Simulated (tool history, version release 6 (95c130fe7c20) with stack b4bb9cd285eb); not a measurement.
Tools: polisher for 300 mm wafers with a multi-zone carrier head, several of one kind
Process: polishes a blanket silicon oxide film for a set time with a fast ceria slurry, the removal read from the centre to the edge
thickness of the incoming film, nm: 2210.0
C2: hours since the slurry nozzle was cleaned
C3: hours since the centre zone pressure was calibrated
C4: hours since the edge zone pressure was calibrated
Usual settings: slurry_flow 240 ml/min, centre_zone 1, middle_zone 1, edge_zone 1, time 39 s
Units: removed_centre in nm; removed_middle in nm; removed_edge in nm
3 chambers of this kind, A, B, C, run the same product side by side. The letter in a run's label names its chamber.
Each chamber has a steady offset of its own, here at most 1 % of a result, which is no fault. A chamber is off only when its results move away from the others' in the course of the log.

run 1B hour=4.8 | slurry_flow=240 centre_zone=1 middle_zone=1 edge_zone=1 time=39 | wafers_polished_on_this_pad=279 C2=189.9 C3=288.9 C4=793.1 | removed_centre=909.53 removed_middle=925.38 removed_edge=917.41
run 2C hour=9.3 | slurry_flow=240 centre_zone=1 middle_zone=1 edge_zone=1 time=39 | wafers_polished_on_this_pad=433 C2=114.7 C3=309.4 C4=432.7 | removed_centre=912.7 removed_middle=908.09 removed_edge=917.13
-- hour=11.9 chamber B: edge zone pressure recalibrated
-- hour=14.2 chamber A: edge zone pressure recalibrated
run 3A hour=14.6 | slurry_flow=240 centre_zone=1 middle_zone=1 edge_zone=1 time=39 | wafers_polished_on_this_pad=584 C2=129.3 C3=171 C4=0.4 | removed_centre=918.29 removed_middle=919.5 removed_edge=935
run 4B hour=21 | slurry_flow=240 centre_zone=1 middle_zone=1 edge_zone=1 time=39 | wafers_polished_on_this_pad=456 C2=206.1 C3=305.1 C4=9.2 | removed_centre=906.45 removed_middle=921.46 removed_edge=923.24
run 5A hour=28.2 | slurry_flow=160 centre_zone=0.89 middle_zone=1 edge_zone=1 time=39 | wafers_polished_on_this_pad=733 C2=142.9 C3=184.6 C4=14 | removed_centre=756.32 removed_middle=850.6 removed_edge=884.25
run 6C hour=32.5 | slurry_flow=160 centre_zone=0.89 middle_zone=1 edge_zone=1 time=39 | wafers_polished_on_this_pad=686 C2=137.9 C3=332.6 C4=455.9 | removed_centre=763.41 removed_middle=869.85 removed_edge=878.01
-- hour=36.7 chamber A: worn pad replaced by a new one
run 7C hour=37.3 | slurry_flow=160 centre_zone=0.89 middle_zone=1 edge_zone=1 time=39 | wafers_polished_on_this_pad=738 C2=142.7 C3=337.4 C4=460.7 | removed_centre=761.41 removed_middle=863.8 removed_edge=880.33
run 8A hour=42.4 | slurry_flow=200 centre_zone=1 middle_zone=0.96 edge_zone=1 time=39 | wafers_polished_on_this_pad=63 C2=157.1 C3=198.8 C4=28.2 | removed_centre=897.5 removed_middle=857.61 removed_edge=914.44
-- hour=43.2 chamber C: edge zone pressure recalibrated
run 9B hour=48.9 | slurry_flow=200 centre_zone=1 middle_zone=0.96 edge_zone=1 time=39 | wafers_polished_on_this_pad=760 C2=234 C3=333 C4=37.1 | removed_centre=887.13 removed_middle=872.95 removed_edge=899.65
run 10C hour=52.9 | slurry_flow=200 centre_zone=1 middle_zone=0.96 edge_zone=1 time=39 | wafers_polished_on_this_pad=908 C2=158.3 C3=353 C4=9.8 | removed_centre=887.67 removed_middle=853.23 removed_edge=904.95
-- hour=57.3 chamber C: worn pad replaced by a new one
run 11A hour=58.8 | slurry_flow=240 centre_zone=1 middle_zone=1 edge_zone=1 time=39 | wafers_polished_on_this_pad=241 C2=173.5 C3=215.2 C4=44.6 | removed_centre=917.56 removed_middle=905.89 removed_edge=921.73
run 12B hour=63.1 | slurry_flow=240 centre_zone=1 middle_zone=1 edge_zone=1 time=39 | wafers_polished_on_this_pad=915 C2=248.2 C3=347.2 C4=51.3 | removed_centre=911.85 removed_middle=918.2 removed_edge=916.14
-- hour=65.3 chamber B: worn pad replaced by a new one
run 13A hour=69.3 | slurry_flow=240 centre_zone=1 middle_zone=1 edge_zone=1 time=39 | wafers_polished_on_this_pad=356 C2=184 C3=225.7 C4=55.1 | removed_centre=886.65 removed_middle=910.81 removed_edge=921.8
run 14B hour=76.5 | slurry_flow=240 centre_zone=1 middle_zone=1 edge_zone=1 time=39 | wafers_polished_on_this_pad=123 C2=261.6 C3=360.6 C4=64.7 | removed_centre=919.68 removed_middle=919.27 removed_edge=925.32
run 15C hour=82.8 | slurry_flow=240 centre_zone=1 middle_zone=1 edge_zone=1 time=39 | wafers_polished_on_this_pad=278 C2=188.2 C3=382.9 C4=39.7 | removed_centre=928.3 removed_middle=915.7 removed_edge=933.27
run 16A hour=87.6 | slurry_flow=240 centre_zone=1 middle_zone=1 edge_zone=1 time=39 | wafers_polished_on_this_pad=555 C2=202.3 C3=244 C4=73.4 | removed_centre=913.41 removed_middle=902.02 removed_edge=914.05
run 17B hour=91.5 | slurry_flow=240 centre_zone=1 middle_zone=0.93 edge_zone=1 time=39 | wafers_polished_on_this_pad=286 C2=276.6 C3=375.6 C4=79.7 | removed_centre=908.04 removed_middle=868.41 removed_edge=932.37
run 18C hour=95.7 | slurry_flow=240 centre_zone=1 middle_zone=0.93 edge_zone=1 time=39 | wafers_polished_on_this_pad=419 C2=201.1 C3=395.8 C4=52.6 | removed_centre=918.47 removed_middle=858.73 removed_edge=924.74
run 19A hour=101.9 | slurry_flow=240 centre_zone=1 middle_zone=0.93 edge_zone=1 time=39 | wafers_polished_on_this_pad=711 C2=216.6 C3=258.3 C4=87.7 | removed_centre=900.1 removed_middle=840.68 removed_edge=923.1
run 20B hour=105.8 | slurry_flow=240 centre_zone=1 middle_zone=0.88 edge_zone=1 time=30 | wafers_polished_on_this_pad=442 C2=290.9 C3=389.9 C4=94 | removed_centre=711.92 removed_middle=636.15 removed_edge=717.66
-- hour=110.2 chamber A: worn pad replaced by a new one
run 21C hour=110.2 | slurry_flow=240 centre_zone=1 middle_zone=0.88 edge_zone=1 time=30 | wafers_polished_on_this_pad=577 C2=215.6 C3=410.3 C4=67.1 | removed_centre=717.07 removed_middle=624.11 removed_edge=710.48
run 22C hour=117 | slurry_flow=240 centre_zone=1 middle_zone=0.88 edge_zone=1 time=30 | wafers_polished_on_this_pad=651 C2=222.4 C3=417.1 C4=73.9 | removed_centre=707.11 removed_middle=631.7 removed_edge=700.23
run 23B hour=122.3 | slurry_flow=240 centre_zone=1 middle_zone=1 edge_zone=1 time=39 | wafers_polished_on_this_pad=622 C2=307.4 C3=406.4 C4=110.5 | removed_centre=924.4 removed_middle=931.48 removed_edge=918.14
run 24A hour=127.1 | slurry_flow=240 centre_zone=1 middle_zone=1 edge_zone=1 time=39 | wafers_polished_on_this_pad=184 C2=241.8 C3=283.5 C4=112.9 | removed_centre=883.67 removed_middle=908.57 removed_edge=909.68
run 25A hour=133.6 | slurry_flow=240 centre_zone=1 middle_zone=1 edge_zone=1 time=39 | wafers_polished_on_this_pad=255 C2=248.3 C3=290 C4=119.4 | removed_centre=888.33 removed_middle=901.24 removed_edge=919.95
-- hour=137.1 chamber C: worn pad replaced by a new one
run 26B hour=138 | slurry_flow=240 centre_zone=1 middle_zone=1 edge_zone=1 time=39 | wafers_polished_on_this_pad=793 C2=323.1 C3=422.1 C4=126.2 | removed_centre=899.38 removed_middle=919.56 removed_edge=922.43
-- hour=141.7 chamber B: worn pad replaced by a new one
run 27C hour=145.4 | slurry_flow=240 centre_zone=1 middle_zone=1 edge_zone=1 time=39 | wafers_polished_on_this_pad=91 C2=250.8 C3=445.5 C4=102.3 | removed_centre=920.03 removed_middle=918.41 removed_edge=924.48
run 28A hour=151.5 | slurry_flow=240 centre_zone=1 middle_zone=1 edge_zone=1 time=39 | wafers_polished_on_this_pad=451 C2=266.2 C3=307.9 C4=137.3 | removed_centre=937.5 removed_middle=907.52 removed_edge=917.13
-- hour=151.8 chamber B: slurry nozzle cleaned
run 29C hour=159.2 | slurry_flow=240 centre_zone=1 middle_zone=1 edge_zone=1 time=39 | wafers_polished_on_this_pad=241 C2=264.6 C3=459.3 C4=116.1 | removed_centre=948.54 removed_middle=908.64 removed_edge=916.31
run 30B hour=165.7 | slurry_flow=240 centre_zone=1 middle_zone=1 edge_zone=1 time=39 | wafers_polished_on_this_pad=262 C2=14 C3=449.8 C4=153.9 | removed_centre=912.4 removed_middle=909.86 removed_edge=915.94
run 31A hour=170.5 | slurry_flow=240 centre_zone=1 middle_zone=1 edge_zone=1 time=39 | wafers_polished_on_this_pad=658 C2=285.2 C3=326.9 C4=156.3 | removed_centre=920.26 removed_middle=909.01 removed_edge=914.98
run 32C hour=174.8 | slurry_flow=240 centre_zone=1 middle_zone=1 edge_zone=1 time=39 | wafers_polished_on_this_pad=411 C2=280.2 C3=474.9 C4=131.7 | removed_centre=926.94 removed_middle=918.79 removed_edge=927.27
run 33B hour=179.2 | slurry_flow=240 centre_zone=1 middle_zone=1 edge_zone=1 time=39 | wafers_polished_on_this_pad=409 C2=27.5 C3=463.3 C4=167.4 | removed_centre=924.32 removed_middle=930.31 removed_edge=912.2
run 34B hour=185.2 | slurry_flow=240 centre_zone=1 middle_zone=1 edge_zone=1 time=39 | wafers_polished_on_this_pad=475 C2=33.5 C3=469.3 C4=173.4 | removed_centre=917.32 removed_middle=923.66 removed_edge=928.54
run 35A hour=192 | slurry_flow=240 centre_zone=1 middle_zone=1 edge_zone=1 time=39 | wafers_polished_on_this_pad=892 C2=306.7 C3=348.4 C4=177.8 | removed_centre=902.68 removed_middle=907.27 removed_edge=919.18

Is one chamber off against the others, does the gauge drift, or is nothing wrong? If a chamber is off, say which, and what the likeliest cause is.

No chamber stands off beyond its own small offset, and the gauge holds steady.

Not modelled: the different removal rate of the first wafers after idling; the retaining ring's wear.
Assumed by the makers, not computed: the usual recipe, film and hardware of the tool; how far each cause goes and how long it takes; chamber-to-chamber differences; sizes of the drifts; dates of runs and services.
